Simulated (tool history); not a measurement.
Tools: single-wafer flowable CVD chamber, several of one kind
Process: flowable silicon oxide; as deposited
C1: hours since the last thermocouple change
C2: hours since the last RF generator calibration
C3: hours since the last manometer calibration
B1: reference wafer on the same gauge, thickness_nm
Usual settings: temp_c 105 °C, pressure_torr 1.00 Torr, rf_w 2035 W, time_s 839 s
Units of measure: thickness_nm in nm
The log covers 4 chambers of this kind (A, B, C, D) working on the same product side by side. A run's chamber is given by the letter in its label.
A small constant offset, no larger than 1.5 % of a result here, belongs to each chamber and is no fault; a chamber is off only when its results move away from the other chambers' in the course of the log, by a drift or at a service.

{"run": "1C", "day": 0.342, "temp_c": 105, "pressure_torr": 1.0, "rf_w": 2035, "time_s": 839, "C1": 214.3, "C2": 208.3, "C3": 1676.6, "B1": 673.1, "thickness_nm": 571.73}
{"run": "2A", "day": 0.671, "temp_c": 105, "pressure_torr": 1.0, "rf_w": 2035, "time_s": 839, "C1": 532.7, "C2": 916.4, "C3": 454.8, "B1": 672.93, "thickness_nm": 575.98}
{"run": "3B", "day": 1.033, "temp_c": 105, "pressure_torr": 1.0, "rf_w": 2035, "time_s": 839, "C1": 197.9, "C2": 534.1, "C3": 226.3, "B1": 672.94, "thickness_nm": 567.11}
{"run": "4D", "day": 1.275, "temp_c": 105, "pressure_torr": 1.0, "rf_w": 2035, "time_s": 839, "C1": 1292.5, "C2": 562.7, "C3": 1225.4, "B1": 673.0, "thickness_nm": 576.49}
{"run": "5A", "day": 1.612, "temp_c": 105, "pressure_torr": 1.0, "rf_w": 2035, "time_s": 839, "C1": 555.3, "C2": 939.0, "C3": 477.4, "B1": 673.22, "thickness_nm": 576.62}
{"run": "6D", "day": 2.017, "temp_c": 105, "pressure_torr": 1.0, "rf_w": 2035, "time_s": 839, "C1": 1310.3, "C2": 580.5, "C3": 1243.2, "B1": 673.24, "thickness_nm": 576.48}
{"run": "7B", "day": 2.338, "temp_c": 105, "pressure_torr": 1.13, "rf_w": 2265, "time_s": 839, "C1": 229.2, "C2": 565.4, "C3": 257.6, "B1": 673.13, "thickness_nm": 669.04}
{"run": "8C", "day": 2.792, "temp_c": 105, "pressure_torr": 1.13, "rf_w": 2265, "time_s": 839, "C1": 273.1, "C2": 267.1, "C3": 1735.4, "B1": 672.85, "thickness_nm": 676.05}
{"run": "9B", "day": 3.058, "temp_c": 105, "pressure_torr": 1.13, "rf_w": 2265, "time_s": 839, "C1": 246.5, "C2": 582.7, "C3": 274.9, "B1": 673.12, "thickness_nm": 666.96}
{"run": "10A", "day": 3.329, "temp_c": 105, "pressure_torr": 1.13, "rf_w": 2265, "time_s": 839, "C1": 596.5, "C2": 980.2, "C3": 518.6, "B1": 672.89, "thickness_nm": 678.03}
{"run": "11D", "day": 3.671, "temp_c": 105, "pressure_torr": 1.0, "rf_w": 2035, "time_s": 839, "C1": 1350.0, "C2": 620.2, "C3": 1282.9, "B1": 672.98, "thickness_nm": 581.19}
{"run": "12C", "day": 4.092, "temp_c": 105, "pressure_torr": 1.0, "rf_w": 2035, "time_s": 839, "C1": 304.3, "C2": 298.3, "C3": 1766.6, "B1": 673.19, "thickness_nm": 571.79}
{"run": "13C", "day": 4.421, "temp_c": 105, "pressure_torr": 1.0, "rf_w": 2035, "time_s": 839, "C1": 312.2, "C2": 306.2, "C3": 1774.5, "B1": 672.91, "thickness_nm": 576.01}
{"run": "14A", "day": 4.9, "temp_c": 105, "pressure_torr": 1.0, "rf_w": 2035, "time_s": 839, "C1": 634.2, "C2": 1017.9, "C3": 556.3, "B1": 673.32, "thickness_nm": 579.51}
{"run": "15D", "day": 5.238, "temp_c": 105, "pressure_torr": 1.0, "rf_w": 2035, "time_s": 839, "C1": 1387.6, "C2": 657.8, "C3": 1320.5, "B1": 672.89, "thickness_nm": 578.96}
{"run": "16B", "day": 5.554, "temp_c": 105, "pressure_torr": 1.0, "rf_w": 2035, "time_s": 839, "C1": 306.4, "C2": 642.6, "C3": 334.8, "B1": 672.78, "thickness_nm": 567.15}
{"run": "17D", "day": 5.829, "temp_c": 105, "pressure_torr": 1.0, "rf_w": 2235, "time_s": 776, "C1": 1401.8, "C2": 672.0, "C3": 1334.7, "B1": 672.57, "thickness_nm": 544.53}
{"run": "18C", "day": 6.179, "temp_c": 105, "pressure_torr": 1.0, "rf_w": 2235, "time_s": 776, "C1": 354.4, "C2": 348.4, "C3": 1816.7, "B1": 672.81, "thickness_nm": 539.1}
{"run": "19A", "day": 6.654, "temp_c": 105, "pressure_torr": 1.0, "rf_w": 2235, "time_s": 776, "C1": 676.3, "C2": 1060.0, "C3": 598.4, "B1": 672.88, "thickness_nm": 545.33}
{"day": 7.15, "done": "chamber C: capacitance manometer re-zeroed and calibrated"}
{"run": "20B", "day": 7.158, "temp_c": 105, "pressure_torr": 1.0, "rf_w": 2235, "time_s": 776, "C1": 344.9, "C2": 681.1, "C3": 373.3, "B1": 673.03, "thickness_nm": 537.67}
{"run": "21B", "day": 7.454, "temp_c": 105, "pressure_torr": 1.0, "rf_w": 2035, "time_s": 839, "C1": 352.0, "C2": 688.2, "C3": 380.4, "B1": 673.05, "thickness_nm": 569.63}
{"run": "22D", "day": 7.825, "temp_c": 105, "pressure_torr": 1.0, "rf_w": 2035, "time_s": 839, "C1": 1449.7, "C2": 719.9, "C3": 1382.6, "B1": 672.83, "thickness_nm": 577.46}
{"run": "23C", "day": 8.304, "temp_c": 105, "pressure_torr": 1.0, "rf_w": 2035, "time_s": 839, "C1": 405.4, "C2": 399.4, "C3": 27.7, "B1": 673.07, "thickness_nm": 571.09}
{"day": 8.65, "done": "chamber D: thermocouple changed; heater temperature recalibrated"}
{"run": "24A", "day": 8.708, "temp_c": 105, "pressure_torr": 1.0, "rf_w": 2035, "time_s": 839, "C1": 725.6, "C2": 1109.3, "C3": 647.7, "B1": 673.11, "thickness_nm": 587.19}
{"run": "25B", "day": 9.183, "temp_c": 105, "pressure_torr": 1.0, "rf_w": 2035, "time_s": 839, "C1": 393.5, "C2": 729.7, "C3": 421.9, "B1": 673.49, "thickness_nm": 570.6}
{"run": "26D", "day": 9.521, "temp_c": 105, "pressure_torr": 1.0, "rf_w": 2035, "time_s": 839, "C1": 20.9, "C2": 760.6, "C3": 1423.3, "B1": 672.94, "thickness_nm": 578.89}

The same settings go to every chamber for the next run, one line per chamber below. Forecast the results for each:
{"run": "27A", "day": 9.892, "temp_c": 91, "pressure_torr": 1.0, "rf_w": 2035, "time_s": 839, "thickness_nm": "?"}
{"run": "27B", "day": 9.892, "temp_c": 91, "pressure_torr": 1.0, "rf_w": 2035, "time_s": 839, "thickness_nm": "?"}
{"run": "27C", "day": 9.892, "temp_c": 91, "pressure_torr": 1.0, "rf_w": 2035, "time_s": 839, "thickness_nm": "?"}
{"run": "27D", "day": 9.892, "temp_c": 91, "pressure_torr": 1.0, "rf_w": 2035, "time_s": 839, "thickness_nm": "?"}

run=27A thickness_nm=934.96
run=27B thickness_nm=905.54
run=27C thickness_nm=920.35
run=27D thickness_nm=925.23

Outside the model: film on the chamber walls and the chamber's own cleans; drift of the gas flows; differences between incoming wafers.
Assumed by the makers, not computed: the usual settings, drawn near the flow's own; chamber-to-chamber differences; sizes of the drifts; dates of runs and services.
